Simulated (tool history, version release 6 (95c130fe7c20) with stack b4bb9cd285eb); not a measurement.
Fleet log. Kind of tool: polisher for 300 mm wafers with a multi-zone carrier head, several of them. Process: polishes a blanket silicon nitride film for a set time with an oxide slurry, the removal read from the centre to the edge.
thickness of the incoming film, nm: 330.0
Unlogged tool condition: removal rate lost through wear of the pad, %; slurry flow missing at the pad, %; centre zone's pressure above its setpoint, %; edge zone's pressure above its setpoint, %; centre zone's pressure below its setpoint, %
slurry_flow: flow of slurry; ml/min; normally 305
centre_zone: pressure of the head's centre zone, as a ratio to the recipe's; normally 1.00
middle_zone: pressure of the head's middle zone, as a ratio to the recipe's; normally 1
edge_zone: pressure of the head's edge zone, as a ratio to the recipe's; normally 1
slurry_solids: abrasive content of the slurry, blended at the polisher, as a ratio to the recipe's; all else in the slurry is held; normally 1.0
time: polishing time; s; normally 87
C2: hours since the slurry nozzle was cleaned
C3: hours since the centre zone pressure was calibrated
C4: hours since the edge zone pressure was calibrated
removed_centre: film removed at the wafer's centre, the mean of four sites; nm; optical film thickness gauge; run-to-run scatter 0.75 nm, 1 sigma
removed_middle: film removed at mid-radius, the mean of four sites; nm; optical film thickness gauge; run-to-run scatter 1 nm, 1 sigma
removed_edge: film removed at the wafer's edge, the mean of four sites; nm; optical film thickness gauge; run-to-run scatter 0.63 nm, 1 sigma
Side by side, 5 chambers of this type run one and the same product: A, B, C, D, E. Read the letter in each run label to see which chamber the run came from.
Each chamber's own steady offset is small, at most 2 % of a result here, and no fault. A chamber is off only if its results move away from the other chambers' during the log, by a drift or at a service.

Run 1B, hour 4.2: usual settings; wafers polished on this pad 55; C2 513.1; C3 235.8; C4 65.2. Result: removed_centre 73.866 nm, removed_middle 73.679 nm, removed_edge 76.022 nm.
Run 2A, hour 9.5: usual settings; wafers polished on this pad 544; C2 100.6; C3 440.6; C4 665.0. Result: removed_centre 76.534 nm, removed_middle 75.338 nm, removed_edge 75.322 nm.
Run 3C, hour 13.9: usual settings; wafers polished on this pad 1299; C2 483.1; C3 572.7; C4 343.7. Result: removed_centre 75.701 nm, removed_middle 74.214 nm, removed_edge 76.505 nm.
Run 4E, hour 16.9: usual settings; wafers polished on this pad 957; C2 89.3; C3 637.6; C4 812.8. Result: removed_centre 76.999 nm, removed_middle 73.933 nm, removed_edge 75.635 nm.
Run 5D, hour 20.7: usual settings but slurry_solids 0.9; wafers polished on this pad 684; C2 102.1; C3 445.4; C4 100.3. Result: removed_centre 71.097 nm, removed_middle 72.924 nm, removed_edge 70.841 nm.
At hour 26.2: chamber C: worn pad replaced by a new one.
Run 6C, hour 26.3: usual settings but slurry_solids 0.9; wafers polished on this pad 0; C2 495.5; C3 585.1; C4 356.1. Result: removed_centre 70.726 nm, removed_middle 70.514 nm, removed_edge 73.477 nm.
Run 7A, hour 32.5: usual settings but slurry_solids 0.9; wafers polished on this pad 672; C2 123.6; C3 463.6; C4 688.0. Result: removed_centre 71.835 nm, removed_middle 72.937 nm, removed_edge 71.007 nm.
Run 8E, hour 38.0: usual settings but slurry_solids 0.9; wafers polished on this pad 1075; C2 110.4; C3 658.7; C4 833.9. Result: removed_centre 71.976 nm, removed_middle 71.704 nm, removed_edge 70.799 nm.
Run 9B, hour 43.4: usual settings but slurry_solids 0.9; wafers polished on this pad 274; C2 552.3; C3 275.0; C4 104.4. Result: removed_centre 71.244 nm, removed_middle 73.242 nm, removed_edge 71.841 nm.
Run 10D, hour 48.7: usual settings; wafers polished on this pad 841; C2 130.1; C3 473.4; C4 128.3. Result: removed_centre 75.566 nm, removed_middle 76.443 nm, removed_edge 73.954 nm.
Run 11D, hour 52.2: usual settings but centre_zone 0.90; wafers polished on this pad 860; C2 133.6; C3 476.9; C4 131.8. Result: removed_centre 65.634 nm, removed_middle 76.012 nm, removed_edge 73.770 nm.
Run 12B, hour 55.1: usual settings but centre_zone 0.90; wafers polished on this pad 340; C2 564.0; C3 286.7; C4 116.1. Result: removed_centre 67.245 nm, removed_middle 74.831 nm, removed_edge 75.235 nm.
Run 13C, hour 60.2: usual settings but centre_zone 0.90; wafers polished on this pad 190; C2 529.4; C3 619.0; C4 390.0. Result: removed_centre 63.507 nm, removed_middle 73.640 nm, removed_edge 75.334 nm.
Run 14E, hour 63.5: usual settings but centre_zone 0.90; wafers polished on this pad 1218; C2 135.9; C3 684.2; C4 859.4. Result: removed_centre 67.857 nm, removed_middle 73.604 nm, removed_edge 75.099 nm.
Run 15A, hour 66.2: usual settings but centre_zone 0.90; wafers polished on this pad 861; C2 157.3; C3 497.3; C4 721.7. Result: removed_centre 66.036 nm, removed_middle 76.071 nm, removed_edge 75.319 nm.
Run 16D, hour 70.2: usual settings; wafers polished on this pad 961; C2 151.6; C3 494.9; C4 149.8. Result: removed_centre 74.155 nm, removed_middle 75.700 nm, removed_edge 74.520 nm.
Run 17E, hour 74.6: usual settings; wafers polished on this pad 1280; C2 147.0; C3 695.3; C4 870.5. Result: removed_centre 76.104 nm, removed_middle 75.743 nm, removed_edge 74.480 nm.
Run 18C, hour 78.7: usual settings; wafers polished on this pad 293; C2 547.9; C3 637.5; C4 408.5. Result: removed_centre 70.798 nm, removed_middle 74.831 nm, removed_edge 75.841 nm.
Run 19A, hour 83.5: usual settings; wafers polished on this pad 958; C2 174.6; C3 514.6; C4 739.0. Result: removed_centre 74.727 nm, removed_middle 73.985 nm, removed_edge 75.592 nm.
Run 20B, hour 88.5: usual settings; wafers polished on this pad 527; C2 597.4; C3 320.1; C4 149.5. Result: removed_centre 74.273 nm, removed_middle 76.437 nm, removed_edge 75.568 nm.
At hour 88.6: chamber D: centre zone pressure recalibrated.
Run 21A, hour 92.7: usual settings; wafers polished on this pad 1009; C2 183.8; C3 523.8; C4 748.2. Result: removed_centre 76.005 nm, removed_middle 75.550 nm, removed_edge 75.135 nm.
Run 22B, hour 96.9: usual settings; wafers polished on this pad 574; C2 605.8; C3 328.5; C4 157.9. Result: removed_centre 76.105 nm, removed_middle 73.288 nm, removed_edge 75.187 nm.
Run 23D, hour 102.4: usual settings; wafers polished on this pad 1141; C2 183.8; C3 13.9; C4 182.0. Result: removed_centre 75.630 nm, removed_middle 76.292 nm, removed_edge 73.993 nm.
At hour 105.4: chamber E: worn pad replaced by a new one.
Run 24C, hour 108.6: usual settings; wafers polished on this pad 461; C2 577.8; C3 667.4; C4 438.4. Result: removed_centre 67.623 nm, removed_middle 75.481 nm, removed_edge 74.582 nm.
At hour 112.3: chamber D: worn pad replaced by a new one.
Run 25E, hour 113.4: usual settings but slurry_flow 245 ml/min, centre_zone 1.09; wafers polished on this pad 45; C2 185.8; C3 734.1; C4 909.3. Result: removed_centre 81.059 nm, removed_middle 73.903 nm, removed_edge 74.408 nm.
Run 26C, hour 117.4: usual settings but slurry_flow 245 ml/min, centre_zone 1.09; wafers polished on this pad 510; C2 586.6; C3 676.2; C4 447.2. Result: removed_centre 71.824 nm, removed_middle 72.344 nm, removed_edge 75.287 nm.
Run 27A, hour 120.4: usual settings but slurry_flow 245 ml/min, centre_zone 1.09; wafers polished on this pad 1164; C2 211.5; C3 551.5; C4 775.9. Result: removed_centre 81.650 nm, removed_middle 74.063 nm, removed_edge 73.800 nm.
Run 28E, hour 124.4: usual settings but slurry_flow 245 ml/min, centre_zone 1.09; wafers polished on this pad 106; C2 196.8; C3 745.1; C4 920.3. Result: removed_centre 81.335 nm, removed_middle 72.591 nm, removed_edge 73.658 nm.
Run 29D, hour 128.9: usual settings but slurry_flow 245 ml/min, centre_zone 1.09; wafers polished on this pad 92; C2 210.3; C3 40.4; C4 208.5. Result: removed_centre 80.901 nm, removed_middle 73.966 nm, removed_edge 72.905 nm.
Run 30B, hour 133.8: usual settings; wafers polished on this pad 780; C2 642.7; C3 365.4; C4 194.8. Result: removed_centre 73.599 nm, removed_middle 74.751 nm, removed_edge 74.545 nm.

Each of the 5 chambers runs these same settings next. Fill in every chamber's results:
Run 31A, hour 138.3: usual settings. Result: removed_centre ?, removed_middle ?, removed_edge ?.
Run 31B, hour 138.3: usual settings. Result: removed_centre ?, removed_middle ?, removed_edge ?.
Run 31C, hour 138.3: usual settings. Result: removed_centre ?, removed_middle ?, removed_edge ?.
Run 31D, hour 138.3: usual settings. Result: removed_centre ?, removed_middle ?, removed_edge ?.
Run 31E, hour 138.3: usual settings. Result: removed_centre ?, removed_middle ?, removed_edge ?.

run  removed_centre  removed_middle  removed_edge
31A          76.648          75.792        73.729
31B          76.290          73.216        76.173
31C          64.294          75.855        74.880
31D          73.697          74.652        74.644
31E          75.831          76.873        74.889
